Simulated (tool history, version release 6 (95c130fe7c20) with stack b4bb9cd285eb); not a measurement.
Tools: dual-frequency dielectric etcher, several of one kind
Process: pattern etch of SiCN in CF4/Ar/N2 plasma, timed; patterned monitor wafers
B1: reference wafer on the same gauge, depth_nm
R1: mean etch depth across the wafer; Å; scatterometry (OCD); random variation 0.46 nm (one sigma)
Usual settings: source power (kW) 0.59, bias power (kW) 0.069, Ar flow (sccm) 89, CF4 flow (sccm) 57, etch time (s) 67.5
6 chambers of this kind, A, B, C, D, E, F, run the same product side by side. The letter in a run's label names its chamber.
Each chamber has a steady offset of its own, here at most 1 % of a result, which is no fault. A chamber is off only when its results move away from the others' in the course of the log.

Run 1D, hour 13.8: usual settings; B1 62.243. Result: R1 715.11 Å.
Run 2F, hour 26.1: usual settings; B1 62.343. Result: R1 721.46 Å.
Run 3C, hour 40.4: usual settings; B1 62.292. Result: R1 718.35 Å.
Run 4A, hour 48.6: usual settings; B1 62.396. Result: R1 717.4 Å.
Run 5B, hour 56.6: usual settings; B1 62.242. Result: R1 713 Å.
Run 6E, hour 69.8: usual settings; B1 62.281. Result: R1 720.77 Å.
Run 7F, hour 77: usual settings; B1 62.434. Result: R1 712.48 Å.
At hour 90: chamber B: source power generator calibrated.
Run 8D, hour 93: usual settings; B1 62.356. Result: R1 716.87 Å.
At hour 94.8: chamber F: CF4 flow controller replaced.
Run 9E, hour 105.7: usual settings but source power (kW) 0.53; B1 62.338. Result: R1 659.02 Å.
At hour 110.6: chamber C: wet clean of the chamber.
Run 10A, hour 119.4: usual settings but source power (kW) 0.53; B1 62.385. Result: R1 644.78 Å.
Run 11C, hour 130.5: usual settings but source power (kW) 0.53; B1 62.364. Result: R1 659.07 Å.
Run 12B, hour 138.7: usual settings but source power (kW) 0.53; B1 62.199. Result: R1 652.3 Å.
Run 13B, hour 153.3: usual settings but source power (kW) 0.53; B1 62.249. Result: R1 658.07 Å.
Run 14C, hour 164.4: usual settings but source power (kW) 0.53; B1 62.319. Result: R1 652.36 Å.
Run 15F, hour 180.7: usual settings; B1 62.351. Result: R1 717.52 Å.
Run 16E, hour 190.4: usual settings; B1 62.313. Result: R1 717.27 Å.
Run 17D, hour 198.9: usual settings but bias power (kW) 0.055; B1 62.335. Result: R1 663.19 Å.
Run 18A, hour 206.5: usual settings but bias power (kW) 0.055; B1 62.249. Result: R1 666.19 Å.
Run 19F, hour 216.9: usual settings but bias power (kW) 0.055; B1 62.38. Result: R1 661.11 Å.
Run 20C, hour 226.6: usual settings but bias power (kW) 0.055; B1 62.298. Result: R1 663.66 Å.
Run 21E, hour 240.4: usual settings but bias power (kW) 0.055; B1 62.293. Result: R1 661.55 Å.
Run 22A, hour 249.5: usual settings but bias power (kW) 0.055; B1 62.25. Result: R1 658.54 Å.
Run 23D, hour 261.5: usual settings but source power (kW) 0.54, Ar flow (sccm) 68; B1 62.363. Result: R1 695.9 Å.
Run 24B, hour 274.4: usual settings but source power (kW) 0.54, Ar flow (sccm) 68; B1 62.317. Result: R1 693.88 Å.
Run 25B, hour 288: usual settings but source power (kW) 0.54, Ar flow (sccm) 68; B1 62.386. Result: R1 696.11 Å.
Run 26E, hour 299.3: usual settings but source power (kW) 0.54, Ar flow (sccm) 68; B1 62.338. Result: R1 692.54 Å.
At hour 309.5: chamber C: source power generator calibrated.
Run 27A, hour 312.4: usual settings but source power (kW) 0.54, Ar flow (sccm) 68; B1 62.392. Result: R1 695.89 Å.
At hour 321: chamber E: wet clean of the chamber.
Run 28D, hour 325.3: usual settings but source power (kW) 0.54, Ar flow (sccm) 68; B1 62.289. Result: R1 686.52 Å.
At hour 334.6: chamber F: source power generator calibrated.
Run 29F, hour 335.2: usual settings; B1 62.356. Result: R1 715.6 Å.
Run 30C, hour 342.5: usual settings; B1 62.294. Result: R1 709.83 Å.
Run 31E, hour 350.2: usual settings; B1 62.22. Result: R1 718.16 Å.
Run 32D, hour 357.4: usual settings; B1 62.306. Result: R1 713.95 Å.
Run 33C, hour 365.8: usual settings; B1 62.345. Result: R1 716.03 Å.
Run 34A, hour 375: usual settings but etch time (s) 58.5; B1 62.275. Result: R1 621.8 Å.
Run 35B, hour 387.5: usual settings but etch time (s) 58.5; B1 62.32. Result: R1 624.25 Å.
Run 36F, hour 396.7: usual settings but etch time (s) 58.5; B1 62.298. Result: R1 622.98 Å.
Run 37A, hour 403.9: usual settings but etch time (s) 58.5; B1 62.37. Result: R1 621.58 Å.
Run 38C, hour 419.9: usual settings but etch time (s) 58.5; B1 62.217. Result: R1 609.44 Å.
Run 39D, hour 429.3: usual settings but etch time (s) 58.5; B1 62.338. Result: R1 622.34 Å.
Run 40F, hour 438.8: usual settings; B1 62.344. Result: R1 717.61 Å.

Next, every chamber runs the same settings. What will each give?
Run 41A, hour 450.7: usual settings but etch time (s) 54.5. Result: R1 ?.
Run 41B, hour 450.7: usual settings but etch time (s) 54.5. Result: R1 ?.
Run 41C, hour 450.7: usual settings but etch time (s) 54.5. Result: R1 ?.
Run 41D, hour 450.7: usual settings but etch time (s) 54.5. Result: R1 ?.
Run 41E, hour 450.7: usual settings but etch time (s) 54.5. Result: R1 ?.
Run 41F, hour 450.7: usual settings but etch time (s) 54.5. Result: R1 ?.

run      R1
41A  572.99
41B  581.38
41C  574.47
41D  579.27
41E  587.21
41F  576.69

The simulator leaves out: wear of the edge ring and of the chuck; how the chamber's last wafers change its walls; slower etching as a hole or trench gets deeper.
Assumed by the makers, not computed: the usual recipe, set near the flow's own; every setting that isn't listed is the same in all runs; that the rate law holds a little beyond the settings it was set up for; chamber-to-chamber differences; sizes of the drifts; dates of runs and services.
